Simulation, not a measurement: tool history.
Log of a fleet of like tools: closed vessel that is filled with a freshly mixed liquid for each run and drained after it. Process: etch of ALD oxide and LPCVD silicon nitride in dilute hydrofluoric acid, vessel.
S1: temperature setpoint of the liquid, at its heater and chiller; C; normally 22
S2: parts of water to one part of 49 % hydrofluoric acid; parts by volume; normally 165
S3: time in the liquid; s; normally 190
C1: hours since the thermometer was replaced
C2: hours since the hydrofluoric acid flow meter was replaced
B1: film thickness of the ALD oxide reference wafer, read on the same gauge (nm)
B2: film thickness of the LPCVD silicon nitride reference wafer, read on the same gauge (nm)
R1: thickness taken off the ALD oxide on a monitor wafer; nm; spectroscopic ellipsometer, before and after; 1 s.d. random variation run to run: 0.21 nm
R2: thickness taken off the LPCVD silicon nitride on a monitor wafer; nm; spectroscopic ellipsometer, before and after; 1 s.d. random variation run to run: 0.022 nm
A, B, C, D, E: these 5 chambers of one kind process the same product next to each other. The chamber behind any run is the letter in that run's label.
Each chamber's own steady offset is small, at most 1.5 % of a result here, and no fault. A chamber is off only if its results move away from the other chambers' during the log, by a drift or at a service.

| run | hour | S1 | S2 | S3 | C1 | C2 | B1 | B2 | R1 | R2 |
|---|---|---|---|---|---|---|---|---|---|---|
| 1C | 10.7 | 22 | 165 | 190 | 114.7 | 643.8 | 30.001 | 110.00 | 29.572 | 0.62939 |
| 2A | 21.6 | 22 | 165 | 190 | 342.6 | 620.6 | 30.006 | 110.00 | 29.283 | 0.64975 |
| 3B | 33.2 | 22 | 165 | 190 | 2079.1 | 287.1 | 30.003 | 110.00 | 29.003 | 0.61997 |
| 4D | 44.2 | 22 | 165 | 190 | 877.8 | 371.7 | 30.001 | 110.01 | 29.711 | 0.66720 |
|  | 47.5 | chamber A: hydrofluoric acid flow meter replaced |
| 5E | 53.0 | 22 | 165 | 190 | 1198.7 | 574.2 | 29.996 | 110.02 | 29.463 | 0.64129 |
| 6A | 64.0 | 22 | 100 | 190 | 385.0 | 16.5 | 30.000 | 110.01 | 52.169 | 1.01020 |
| 7E | 74.7 | 22 | 100 | 190 | 1220.4 | 595.9 | 29.987 | 109.98 | 52.342 | 1.02900 |
| 8B | 84.1 | 22 | 100 | 190 | 2130.0 | 338.0 | 29.999 | 110.03 | 51.393 | 1.04740 |
| 9C | 90.7 | 22 | 100 | 190 | 194.7 | 723.8 | 29.982 | 109.99 | 52.448 | 0.98926 |
| 10D | 100.9 | 22 | 100 | 190 | 934.5 | 428.4 | 29.985 | 110.00 | 53.107 | 1.04330 |
| 11B | 112.9 | 22 | 165 | 190 | 2158.8 | 366.8 | 30.002 | 110.00 | 29.590 | 0.57255 |
| 12C | 123.4 | 22 | 165 | 190 | 227.4 | 756.5 | 29.994 | 110.01 | 29.531 | 0.66345 |
| 13E | 134.8 | 22 | 165 | 190 | 1280.5 | 656.0 | 29.988 | 109.99 | 29.043 | 0.62405 |
| 14D | 145.0 | 22 | 165 | 190 | 978.6 | 472.5 | 29.991 | 110.01 | 30.018 | 0.60211 |
| 15A | 150.8 | 22 | 165 | 190 | 471.8 | 103.3 | 29.999 | 109.99 | 29.251 | 0.61345 |
|  | 153.3 | chamber E: hydrofluoric acid flow meter replaced |
| 16B | 161.1 | 22 | 125 | 135 | 2207.0 | 415.0 | 30.008 | 110.01 | 28.600 | 0.57502 |
| 17D | 167.5 | 22 | 125 | 135 | 1001.1 | 495.0 | 30.002 | 110.02 | 29.423 | 0.61960 |
| 18C | 176.5 | 22 | 125 | 135 | 280.5 | 809.6 | 29.996 | 110.03 | 29.070 | 0.60713 |
| 19E | 187.7 | 22 | 125 | 135 | 1333.4 | 34.4 | 29.983 | 109.97 | 27.662 | 0.56921 |
| 20A | 193.9 | 22 | 125 | 135 | 514.9 | 146.4 | 30.022 | 110.03 | 28.839 | 0.54560 |
| 21C | 201.1 | 22 | 165 | 190 | 305.1 | 834.2 | 29.983 | 109.99 | 29.580 | 0.62431 |
| 22B | 213.0 | 22 | 165 | 190 | 2258.9 | 466.9 | 29.998 | 109.97 | 29.199 | 0.64274 |
| 23D | 219.6 | 22 | 165 | 190 | 1053.2 | 547.1 | 30.011 | 110.02 | 29.686 | 0.62337 |
| 24E | 232.0 | 22 | 165 | 190 | 1377.7 | 78.7 | 29.996 | 109.99 | 28.028 | 0.60504 |
| 25A | 240.7 | 22 | 165 | 190 | 561.7 | 193.2 | 29.990 | 110.01 | 29.684 | 0.64715 |
| 26C | 249.8 | 22 | 165 | 190 | 353.8 | 882.9 | 30.023 | 110.03 | 29.701 | 0.64166 |
| 27A | 260.1 | 22 | 165 | 190 | 581.1 | 212.6 | 29.996 | 110.01 | 29.077 | 0.63640 |
| 28D | 270.6 | 22 | 165 | 190 | 1104.2 | 598.1 | 29.997 | 109.99 | 29.691 | 0.63872 |
| 29B | 277.5 | 22 | 165 | 190 | 2323.4 | 531.4 | 30.013 | 110.00 | 29.145 | 0.61232 |
| 30E | 289.7 | 22 | 215 | 145 | 1435.4 | 136.4 | 30.002 | 109.99 | 15.160 | 0.30007 |
| 31B | 300.0 | 22 | 215 | 145 | 2345.9 | 553.9 | 29.994 | 110.01 | 16.396 | 0.39221 |
| 32A | 307.4 | 22 | 215 | 145 | 628.4 | 259.9 | 29.999 | 110.01 | 16.196 | 0.36382 |

One chamber off, gauge drift, or nothing amiss beyond the chambers' own small offsets? If it is a chamber, which one, and what is the likeliest cause?

Chamber E drifts away from the others.
What lies behind it: liquid colder than its thermometer reads (K) = 2.51.

Chamber E could run next with any of the 4 candidate recipes listed below; each alters the usual settings, and their results appear as question marks. Which one brings its results back in line with what the other chambers deliver on the usual settings?
A result is in line if it is within this distance of the other chambers' mean on the usual settings: R1 0.750 nm; R2 0.07600 nm
| 33E-1 | 316.8 | 23.0 | 170 | 195 |  |  |  |  | ? | ? |
| 33E-2 | 316.8 | 24.5 | 175 | 205 |  |  |  |  | ? | ? |
| 33E-3 | 316.8 | 20.0 | 155 | 175 |  |  |  |  | ? | ? |
| 33E-4 | 316.8 | 21.0 | 160 | 185 |  |  |  |  | ? | ? |

What the other chambers average on the usual settings: R1 29.471 nm; R2 0.63381 nm
| run | R1 | R2 |
|---|---|---|
| 33E-1 | 27.539 | 0.56111 |
| 33E-2 | 29.668 | 0.63330 |
| 33E-3 | 24.395 | 0.44945 |
| 33E-4 | 25.890 | 0.49333 |
33E-2 brings the chamber back in line.
